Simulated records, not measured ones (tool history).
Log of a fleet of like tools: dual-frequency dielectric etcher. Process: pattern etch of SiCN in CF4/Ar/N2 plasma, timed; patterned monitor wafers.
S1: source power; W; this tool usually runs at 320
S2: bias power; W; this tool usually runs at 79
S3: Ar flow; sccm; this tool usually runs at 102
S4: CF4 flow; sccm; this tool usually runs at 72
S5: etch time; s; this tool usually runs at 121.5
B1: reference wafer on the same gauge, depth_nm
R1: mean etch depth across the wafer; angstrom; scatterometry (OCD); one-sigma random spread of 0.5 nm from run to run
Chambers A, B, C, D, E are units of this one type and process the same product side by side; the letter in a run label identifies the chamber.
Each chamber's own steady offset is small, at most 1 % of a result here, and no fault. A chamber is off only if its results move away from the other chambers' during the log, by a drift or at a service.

{"run": "1D", "hour": 6.6, "S1": 320, "S2": 79, "S3": 102, "S4": 72, "S5": 121.5, "B1": 87.678, "R1": 817.45}
{"run": "2C", "hour": 20.1, "S1": 320, "S2": 79, "S3": 102, "S4": 72, "S5": 121.5, "B1": 87.795, "R1": 812.92}
{"run": "3E", "hour": 31.2, "S1": 320, "S2": 79, "S3": 102, "S4": 72, "S5": 121.5, "B1": 87.916, "R1": 801.67}
{"run": "4A", "hour": 45.8, "S1": 320, "S2": 79, "S3": 102, "S4": 72, "S5": 121.5, "B1": 87.707, "R1": 809.0}
{"run": "5B", "hour": 54.1, "S1": 320, "S2": 79, "S3": 102, "S4": 72, "S5": 121.5, "B1": 87.59, "R1": 810.31}
{"run": "6C", "hour": 68.8, "S1": 320, "S2": 79, "S3": 102, "S4": 72, "S5": 121.5, "B1": 87.743, "R1": 802.31}
{"run": "7B", "hour": 75.6, "S1": 320, "S2": 79, "S3": 102, "S4": 72, "S5": 121.5, "B1": 87.856, "R1": 809.53}
{"run": "8D", "hour": 90.0, "S1": 320, "S2": 79, "S3": 102, "S4": 72, "S5": 121.5, "B1": 87.814, "R1": 808.24}
{"hour": 97.8, "done": "chamber B: Ar flow controller replaced"}
{"run": "9A", "hour": 102.1, "S1": 320, "S2": 79, "S3": 102, "S4": 72, "S5": 121.5, "B1": 87.763, "R1": 791.68}
{"run": "10E", "hour": 116.0, "S1": 320, "S2": 79, "S3": 102, "S4": 72, "S5": 121.5, "B1": 87.739, "R1": 801.47}
{"hour": 116.1, "done": "chamber E: CF4 flow controller replaced"}
{"hour": 116.8, "done": "chamber C: wet clean of the chamber"}
{"hour": 117.9, "done": "chamber D: Ar flow controller replaced"}
{"run": "11D", "hour": 125.7, "S1": 320, "S2": 79, "S3": 102, "S4": 72, "S5": 121.5, "B1": 87.86, "R1": 806.04}
{"run": "12C", "hour": 139.0, "S1": 320, "S2": 79, "S3": 102, "S4": 72, "S5": 121.5, "B1": 87.897, "R1": 800.05}
{"run": "13E", "hour": 152.9, "S1": 320, "S2": 79, "S3": 77, "S4": 62, "S5": 121.5, "B1": 87.688, "R1": 817.26}
{"run": "14B", "hour": 159.7, "S1": 320, "S2": 79, "S3": 77, "S4": 62, "S5": 121.5, "B1": 87.636, "R1": 816.09}
{"hour": 160.9, "done": "chamber B: source power generator calibrated"}
{"run": "15A", "hour": 169.8, "S1": 320, "S2": 79, "S3": 77, "S4": 62, "S5": 121.5, "B1": 87.739, "R1": 806.71}
{"run": "16D", "hour": 177.3, "S1": 320, "S2": 79, "S3": 77, "S4": 62, "S5": 121.5, "B1": 87.811, "R1": 802.2}
{"run": "17B", "hour": 184.6, "S1": 320, "S2": 79, "S3": 77, "S4": 62, "S5": 121.5, "B1": 87.961, "R1": 823.1}
{"run": "18A", "hour": 191.8, "S1": 270, "S2": 79, "S3": 102, "S4": 72, "S5": 121.5, "B1": 87.792, "R1": 692.29}
{"hour": 193.5, "done": "chamber C: CF4 flow controller replaced"}
{"run": "19C", "hour": 198.5, "S1": 270, "S2": 79, "S3": 102, "S4": 72, "S5": 121.5, "B1": 87.716, "R1": 687.41}
{"run": "20E", "hour": 206.3, "S1": 270, "S2": 79, "S3": 102, "S4": 72, "S5": 121.5, "B1": 87.824, "R1": 690.83}
{"hour": 210.5, "done": "chamber C: bias power generator calibrated"}
{"run": "21C", "hour": 219.7, "S1": 270, "S2": 79, "S3": 102, "S4": 72, "S5": 121.5, "B1": 87.854, "R1": 698.71}
{"run": "22A", "hour": 226.9, "S1": 270, "S2": 79, "S3": 102, "S4": 72, "S5": 121.5, "B1": 87.76, "R1": 685.21}
{"hour": 234.5, "done": "chamber E: wet clean of the chamber"}
{"run": "23B", "hour": 236.1, "S1": 320, "S2": 79, "S3": 102, "S4": 55, "S5": 137.5, "B1": 87.916, "R1": 883.1}
{"hour": 246.3, "done": "chamber B: wet clean of the chamber"}
{"run": "24E", "hour": 249.8, "S1": 320, "S2": 79, "S3": 102, "S4": 55, "S5": 137.5, "B1": 87.783, "R1": 878.97}
{"run": "25D", "hour": 262.2, "S1": 320, "S2": 79, "S3": 102, "S4": 55, "S5": 137.5, "B1": 87.916, "R1": 856.13}
{"run": "26E", "hour": 275.2, "S1": 320, "S2": 79, "S3": 102, "S4": 55, "S5": 137.5, "B1": 87.919, "R1": 877.35}
{"run": "27B", "hour": 283.0, "S1": 320, "S2": 79, "S3": 102, "S4": 55, "S5": 137.5, "B1": 87.634, "R1": 884.14}
{"run": "28A", "hour": 291.5, "S1": 320, "S2": 79, "S3": 102, "S4": 72, "S5": 121.5, "B1": 87.85, "R1": 806.43}
{"run": "29D", "hour": 297.9, "S1": 320, "S2": 79, "S3": 110, "S4": 67, "S5": 121.5, "B1": 87.839, "R1": 764.3}
{"run": "30C", "hour": 309.6, "S1": 320, "S2": 79, "S3": 110, "S4": 67, "S5": 121.5, "B1": 87.821, "R1": 794.07}
{"run": "31A", "hour": 321.8, "S1": 320, "S2": 79, "S3": 110, "S4": 67, "S5": 121.5, "B1": 87.742, "R1": 782.29}
{"run": "32C", "hour": 329.7, "S1": 320, "S2": 79, "S3": 110, "S4": 67, "S5": 121.5, "B1": 87.732, "R1": 785.48}
{"run": "33D", "hour": 338.8, "S1": 320, "S2": 79, "S3": 110, "S4": 67, "S5": 121.5, "B1": 87.731, "R1": 760.94}
{"run": "34B", "hour": 351.3, "S1": 320, "S2": 79, "S3": 102, "S4": 72, "S5": 121.5, "B1": 87.729, "R1": 807.78}
{"run": "35E", "hour": 364.6, "S1": 320, "S2": 79, "S3": 102, "S4": 72, "S5": 121.5, "B1": 87.722, "R1": 811.85}

Next, all 5 chambers run the settings below, one line each with question marks for the results. What does each chamber give?
{"run": "36A", "hour": 375.2, "S1": 320, "S2": 79, "S3": 102, "S4": 72, "S5": 121.5, "R1": "?"}
{"run": "36B", "hour": 375.2, "S1": 320, "S2": 79, "S3": 102, "S4": 72, "S5": 121.5, "R1": "?"}
{"run": "36C", "hour": 375.2, "S1": 320, "S2": 79, "S3": 102, "S4": 72, "S5": 121.5, "R1": "?"}
{"run": "36D", "hour": 375.2, "S1": 320, "S2": 79, "S3": 102, "S4": 72, "S5": 121.5, "R1": "?"}
{"run": "36E", "hour": 375.2, "S1": 320, "S2": 79, "S3": 102, "S4": 72, "S5": 121.5, "R1": "?"}

run=36A R1=791.77
run=36B R1=803.77
run=36C R1=796.34
run=36D R1=763.63
run=36E R1=805.47
